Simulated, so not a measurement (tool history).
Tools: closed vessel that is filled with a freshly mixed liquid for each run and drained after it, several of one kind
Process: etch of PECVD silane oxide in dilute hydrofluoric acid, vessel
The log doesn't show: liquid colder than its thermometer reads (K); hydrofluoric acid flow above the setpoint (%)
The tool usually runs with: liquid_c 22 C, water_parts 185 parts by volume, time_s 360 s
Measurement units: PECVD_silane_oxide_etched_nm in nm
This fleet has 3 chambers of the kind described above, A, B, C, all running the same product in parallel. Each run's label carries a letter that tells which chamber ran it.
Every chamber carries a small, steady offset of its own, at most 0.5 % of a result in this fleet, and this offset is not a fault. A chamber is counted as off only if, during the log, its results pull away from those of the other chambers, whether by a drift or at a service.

run   hour  liquid_c  water_parts  time_s  hours since the thermometer was replaced  hours since the hydrofluoric acid flow meter was replaced  read-back film thickness of the PECVD silane oxide reference wafer, read on the same gauge (nm)  PECVD_silane_oxide_etched_nm
 1B   11.8        22          185     360                                     884.1                                                      675.5                                                                                           149.98                        36.573
      13.7  -- chamber A: thermometer replaced
 2C   18.8        22          185     360                                      1098                                                      125.2                                                                                           149.99                        37.083
 3A   29.3        22          185     360                                      15.7                                                      872.4                                                                                           149.97                        36.752
 4A   40.2        22          185     360                                      26.6                                                      883.3                                                                                           149.96                        37.284
 5B   50.7        22          185     360                                       923                                                      714.4                                                                                           150.02                        36.887
 6C   56.6        22          185     360                                    1135.8                                                        163                                                                                           150.01                        37.068
 7A   64.1        22          130     360                                      50.5                                                      907.2                                                                                           150.03                        56.045
 8C   71.9        22          130     360                                    1151.1                                                      178.3                                                                                           150.05                        56.688
 9B   79.6        22          130     360                                     951.9                                                      743.3                                                                                           149.99                        55.442
10B   87.4        22          185     360                                     959.7                                                      751.1                                                                                           150.01                        36.974
11C   98.5        24          220     360                                    1177.7                                                      204.9                                                                                           149.99                        32.151
12A  105.4        24          220     360                                      91.8                                                      948.5                                                                                           149.99                        32.534
13C    115        24          220     360                                    1194.2                                                      221.4                                                                                           149.99                        31.649
14B  122.9        22          185     360                                     995.2                                                      786.6                                                                                              150                        36.222
15A  133.1        22          185     360                                     119.5                                                      976.2                                                                                              150                        36.974
16C  141.4        22          185     360                                    1220.6                                                      247.8                                                                                           149.98                        36.884
17A  146.9        22          185     360                                     133.3                                                        990                                                                                           150.01                        36.582
18B  152.7        22          185     360                                      1025                                                      816.4                                                                                           149.99                        37.061
19C  162.1        22          185     360                                    1241.3                                                      268.5                                                                                           149.98                         37.11
20A    173        24          185     495                                     159.4                                                     1016.1                                                                                           150.01                        55.017
21B  181.7        24          185     495                                      1054                                                      845.4                                                                                           150.03                        55.383
22C  191.8        24          185     495                                      1271                                                      298.2                                                                                           149.98                        54.211
23B  202.4        22          185     360                                    1074.7                                                      866.1                                                                                           149.98                        36.374
24A    212        22          185     360                                     198.4                                                     1055.1                                                                                           149.99                        38.449
25C    222        22          185     360                                    1301.2                                                      328.4                                                                                              150                        37.299
26A  229.1        22          185     360                                     215.5                                                     1072.2                                                                                           150.02                        38.314
27B  237.7        22          185     360                                      1110                                                      901.4                                                                                           149.98                         35.99
28B  249.1        22          185     360                                    1121.4                                                      912.8                                                                                           150.04                        36.268
29C  257.3        22          185     360                                    1336.5                                                      363.7                                                                                           150.06                        36.717
30A  265.9        22          185     360                                     252.3                                                       1109                                                                                           149.98                        39.724
31C  274.7        22          185     360                                    1353.9                                                      381.1                                                                                           149.98                        37.175
32A  283.1      17.5          185     360                                     269.5                                                     1126.2                                                                                           149.99                        32.881
33B  288.7      17.5          185     360                                      1161                                                      952.4                                                                                           149.98                        30.955
34A  298.1      17.5          185     360                                     284.5                                                     1141.2                                                                                           149.99                        33.289
35C  305.7        22          130     360                                    1384.9                                                      412.1                                                                                           150.01                        55.355
36B  316.5        22          130     360                                    1188.8                                                      980.2                                                                                           149.97                         55.34
37C  326.6        22          130     360                                    1405.8                                                        433                                                                                           150.03                        55.289
38B  338.4        22          185     360                                    1210.7                                                     1002.1                                                                                           150.01                        36.658

Is one chamber off against the others, does the gauge drift, or is nothing wrong? If a chamber is off, say which, and what the likeliest cause is.

Chamber A drifts away from the others.
What lies behind it: hydrofluoric acid flow above the setpoint (%) = 8.82.
The log may not separate it from: liquid hotter than its thermometer reads (K).

Which of the 4 candidates below, each the usual settings with something changed and its results left as question marks, puts chamber A back in line with what the other chambers give on the usual settings?
In line here means within this much of the mean the other chambers give on the usual settings: PECVD_silane_oxide_etched_nm 1.2 nm
39A-1   347        22          185     325                                                                                                                                                                                                                                   ?
39A-2   347        22          170     360                                                                                                                                                                                                                                   ?
39A-3   347        22          175     390                                                                                                                                                                                                                                   ?
39A-4   347        18          185     360                                                                                                                                                                                                                                   ?

The mean the other chambers reach with the usual settings: PECVD_silane_oxide_etched_nm 36.92 nm
  run  PECVD_silane_oxide_etched_nm
39A-1                        36.882
39A-2                        45.191
39A-3                        47.295
39A-4                        34.909
The right change is 39A-1: it brings the chamber back within the allowed miss of the others.

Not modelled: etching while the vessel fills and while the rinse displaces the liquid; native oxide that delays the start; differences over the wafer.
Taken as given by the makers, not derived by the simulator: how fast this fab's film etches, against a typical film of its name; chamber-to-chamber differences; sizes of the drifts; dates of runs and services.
